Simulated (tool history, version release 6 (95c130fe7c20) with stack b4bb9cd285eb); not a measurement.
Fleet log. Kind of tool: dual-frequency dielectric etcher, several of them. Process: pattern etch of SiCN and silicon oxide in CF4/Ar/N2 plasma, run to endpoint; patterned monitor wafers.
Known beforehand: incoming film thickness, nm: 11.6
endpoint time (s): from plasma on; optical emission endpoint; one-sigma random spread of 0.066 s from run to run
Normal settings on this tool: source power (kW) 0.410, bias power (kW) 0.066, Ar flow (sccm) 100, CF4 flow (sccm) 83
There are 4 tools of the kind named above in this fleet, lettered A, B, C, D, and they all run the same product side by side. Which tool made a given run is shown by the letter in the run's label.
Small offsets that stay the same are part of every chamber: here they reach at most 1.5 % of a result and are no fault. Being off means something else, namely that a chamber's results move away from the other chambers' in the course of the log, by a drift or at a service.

run   hour  source power (kW)  bias power (kW)  Ar flow (sccm)  CF4 flow (sccm)  endpoint time (s)
 1A    8.9              0.410            0.066             100               83             14.892
 2B   21.1              0.410            0.066             100               83             14.872
 3D   35.4              0.410            0.066             100               83             14.778
 4C   43.5              0.410            0.066             100               83             14.711
 5B   50.1              0.410            0.066             100               83             14.680
      51.7  -- chamber A: wet clean of the chamber
 6D   64.1              0.340            0.066             100               83             17.393
 7C   73.9              0.340            0.066             100               83             17.458
 8A   86.0              0.340            0.066             100               83             17.563
 9A  100.1              0.340            0.066             100               83             17.430
10C  112.0              0.410            0.066             100               83             14.631
11D  118.8              0.410            0.066             100               83             14.806
     123.2  -- chamber C: source power generator calibrated
12B  127.5              0.410            0.066             100               83             14.713
13C  140.0              0.410            0.066             100               83             14.701
14B  147.0              0.410            0.066             100               83             14.755
15D  156.5              0.410            0.066             100               83             14.519
16A  163.1              0.410            0.066             100               83             14.782
17D  172.8              0.410            0.066             100               83             14.378
18A  180.1              0.410            0.066             100               83             14.698
19C  188.4              0.410            0.066             100               83             14.687
20B  199.2              0.410            0.066             100               83             14.827
21A  212.3              0.410            0.066             100               83             14.798
22B  224.1              0.410            0.066             100               83             14.839
23D  236.4              0.410            0.066             100               83             14.243
     242.3  -- chamber C: wet clean of the chamber
24C  243.0              0.410            0.066             100               83             14.588
25C  256.7              0.410            0.066             100               83             14.695

All 4 chambers run these settings next. Forecast each chamber's results:
26A  267.2              0.410            0.066             100               83                  ?
26B  267.2              0.410            0.066             100               83                  ?
26C  267.2              0.410            0.066             100               83                  ?
26D  267.2              0.410            0.066             100               83                  ?

run  endpoint time (s)
26A             14.693
26B             14.788
26C             14.569
26D             14.174
